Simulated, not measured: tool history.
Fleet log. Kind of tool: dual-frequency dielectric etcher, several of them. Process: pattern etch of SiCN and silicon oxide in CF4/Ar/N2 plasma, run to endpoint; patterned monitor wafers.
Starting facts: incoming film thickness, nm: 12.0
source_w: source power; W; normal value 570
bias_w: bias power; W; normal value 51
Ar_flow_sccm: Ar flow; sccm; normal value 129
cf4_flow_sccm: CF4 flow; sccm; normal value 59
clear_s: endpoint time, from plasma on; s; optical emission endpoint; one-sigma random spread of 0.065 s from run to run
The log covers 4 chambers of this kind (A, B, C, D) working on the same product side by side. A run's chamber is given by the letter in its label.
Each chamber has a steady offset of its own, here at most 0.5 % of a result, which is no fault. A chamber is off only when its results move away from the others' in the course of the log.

run 1A hour=7.0 | source_w=570 bias_w=51 Ar_flow_sccm=129 cf4_flow_sccm=59 | clear_s=13.551
run 2D hour=14.5 | source_w=570 bias_w=51 Ar_flow_sccm=129 cf4_flow_sccm=59 | clear_s=13.713
run 3B hour=19.8 | source_w=570 bias_w=51 Ar_flow_sccm=129 cf4_flow_sccm=59 | clear_s=13.658
run 4C hour=25.0 | source_w=570 bias_w=51 Ar_flow_sccm=129 cf4_flow_sccm=59 | clear_s=13.574
run 5C hour=29.9 | source_w=570 bias_w=51 Ar_flow_sccm=129 cf4_flow_sccm=59 | clear_s=13.576
run 6B hour=33.9 | source_w=570 bias_w=51 Ar_flow_sccm=129 cf4_flow_sccm=59 | clear_s=13.504
run 7D hour=37.8 | source_w=570 bias_w=39 Ar_flow_sccm=129 cf4_flow_sccm=59 | clear_s=14.892
run 8A hour=43.9 | source_w=570 bias_w=39 Ar_flow_sccm=129 cf4_flow_sccm=59 | clear_s=14.827
run 9A hour=48.3 | source_w=570 bias_w=39 Ar_flow_sccm=129 cf4_flow_sccm=59 | clear_s=14.794
-- hour=51.1 chamber C: wet clean of the chamber
run 10B hour=55.1 | source_w=570 bias_w=39 Ar_flow_sccm=129 cf4_flow_sccm=59 | clear_s=14.857
run 11C hour=61.4 | source_w=570 bias_w=51 Ar_flow_sccm=129 cf4_flow_sccm=59 | clear_s=13.580
run 12D hour=65.0 | source_w=570 bias_w=51 Ar_flow_sccm=129 cf4_flow_sccm=59 | clear_s=13.688
run 13B hour=71.6 | source_w=570 bias_w=51 Ar_flow_sccm=129 cf4_flow_sccm=59 | clear_s=13.588
run 14D hour=76.7 | source_w=570 bias_w=51 Ar_flow_sccm=129 cf4_flow_sccm=59 | clear_s=13.730
run 15A hour=82.3 | source_w=570 bias_w=51 Ar_flow_sccm=129 cf4_flow_sccm=59 | clear_s=13.595
run 16C hour=88.8 | source_w=570 bias_w=51 Ar_flow_sccm=129 cf4_flow_sccm=59 | clear_s=13.615
-- hour=90.7 chamber D: wet clean of the chamber
run 17C hour=92.4 | source_w=570 bias_w=51 Ar_flow_sccm=129 cf4_flow_sccm=59 | clear_s=13.693
run 18B hour=97.2 | source_w=570 bias_w=51 Ar_flow_sccm=129 cf4_flow_sccm=59 | clear_s=13.616
-- hour=102.8 chamber B: wet clean of the chamber
run 19A hour=104.6 | source_w=570 bias_w=51 Ar_flow_sccm=129 cf4_flow_sccm=59 | clear_s=13.428
run 20D hour=111.8 | source_w=570 bias_w=51 Ar_flow_sccm=129 cf4_flow_sccm=59 | clear_s=13.701
run 21A hour=115.7 | source_w=570 bias_w=51 Ar_flow_sccm=129 cf4_flow_sccm=59 | clear_s=13.379
run 22B hour=119.2 | source_w=570 bias_w=51 Ar_flow_sccm=129 cf4_flow_sccm=59 | clear_s=13.695
run 23C hour=125.7 | source_w=570 bias_w=51 Ar_flow_sccm=129 cf4_flow_sccm=59 | clear_s=13.594
run 24D hour=133.3 | source_w=570 bias_w=41 Ar_flow_sccm=129 cf4_flow_sccm=59 | clear_s=14.730
run 25B hour=137.8 | source_w=570 bias_w=41 Ar_flow_sccm=129 cf4_flow_sccm=59 | clear_s=14.717
run 26C hour=145.0 | source_w=570 bias_w=41 Ar_flow_sccm=129 cf4_flow_sccm=59 | clear_s=14.653
-- hour=150.7 chamber D: source power generator calibrated
run 27A hour=151.5 | source_w=570 bias_w=41 Ar_flow_sccm=129 cf4_flow_sccm=59 | clear_s=14.250
run 28D hour=157.0 | source_w=570 bias_w=51 Ar_flow_sccm=129 cf4_flow_sccm=59 | clear_s=13.741
run 29A hour=162.5 | source_w=570 bias_w=51 Ar_flow_sccm=129 cf4_flow_sccm=59 | clear_s=13.255
run 30C hour=166.1 | source_w=570 bias_w=51 Ar_flow_sccm=129 cf4_flow_sccm=59 | clear_s=13.758
run 31B hour=170.0 | source_w=570 bias_w=51 Ar_flow_sccm=129 cf4_flow_sccm=59 | clear_s=13.521
run 32D hour=174.2 | source_w=570 bias_w=51 Ar_flow_sccm=129 cf4_flow_sccm=59 | clear_s=13.685
run 33A hour=178.1 | source_w=570 bias_w=51 Ar_flow_sccm=129 cf4_flow_sccm=59 | clear_s=13.064
run 34B hour=185.0 | source_w=570 bias_w=51 Ar_flow_sccm=129 cf4_flow_sccm=59 | clear_s=13.622
run 35D hour=190.4 | source_w=570 bias_w=51 Ar_flow_sccm=129 cf4_flow_sccm=59 | clear_s=13.658
run 36C hour=196.7 | source_w=570 bias_w=51 Ar_flow_sccm=129 cf4_flow_sccm=59 | clear_s=13.605
run 37C hour=201.6 | source_w=570 bias_w=51 Ar_flow_sccm=129 cf4_flow_sccm=59 | clear_s=13.583
run 38B hour=208.8 | source_w=570 bias_w=51 Ar_flow_sccm=129 cf4_flow_sccm=47 | clear_s=14.313
run 39A hour=214.0 | source_w=570 bias_w=51 Ar_flow_sccm=129 cf4_flow_sccm=47 | clear_s=13.760
run 40D hour=219.2 | source_w=570 bias_w=51 Ar_flow_sccm=129 cf4_flow_sccm=47 | clear_s=14.217
run 41C hour=226.5 | source_w=570 bias_w=51 Ar_flow_sccm=129 cf4_flow_sccm=47 | clear_s=14.244
run 42B hour=231.6 | source_w=570 bias_w=51 Ar_flow_sccm=129 cf4_flow_sccm=59 | clear_s=13.652
run 43D hour=236.0 | source_w=570 bias_w=57 Ar_flow_sccm=129 cf4_flow_sccm=59 | clear_s=13.128

Is one chamber out of step, is the gauge drifting, or do the chambers differ by no more than their own small offsets? For an off chamber, give its letter and the likeliest cause.

One chamber, A, drifts off from the rest bit by bit.
Cause: source power that arrives over what is set, % = 4.7.
From this log alone, it may not be told apart from: etch rate over this chamber's usual, %.

Which of the 4 candidates below, each the usual settings with something changed and its results left as question marks, puts chamber A back in line with what the other chambers give on the usual settings?
Maximum distance from the other chambers' mean on the usual settings for a result to count as in line: clear_s 0.230 s
run 44A-1 hour=241.5 | source_w=590 bias_w=52 Ar_flow_sccm=128 cf4_flow_sccm=60 | clear_s=?
run 44A-2 hour=241.5 | source_w=530 bias_w=50 Ar_flow_sccm=131 cf4_flow_sccm=58 | clear_s=?
run 44A-3 hour=241.5 | source_w=570 bias_w=46 Ar_flow_sccm=129 cf4_flow_sccm=56 | clear_s=?
run 44A-4 hour=241.5 | source_w=610 bias_w=52 Ar_flow_sccm=127 cf4_flow_sccm=59 | clear_s=?

Usual-settings mean across the other chambers: clear_s 13.662 s
run=44A-1 clear_s=12.530
run=44A-2 clear_s=14.113
run=44A-3 clear_s=13.649
run=44A-4 clear_s=12.184
44A-3 brings the chamber back in line.
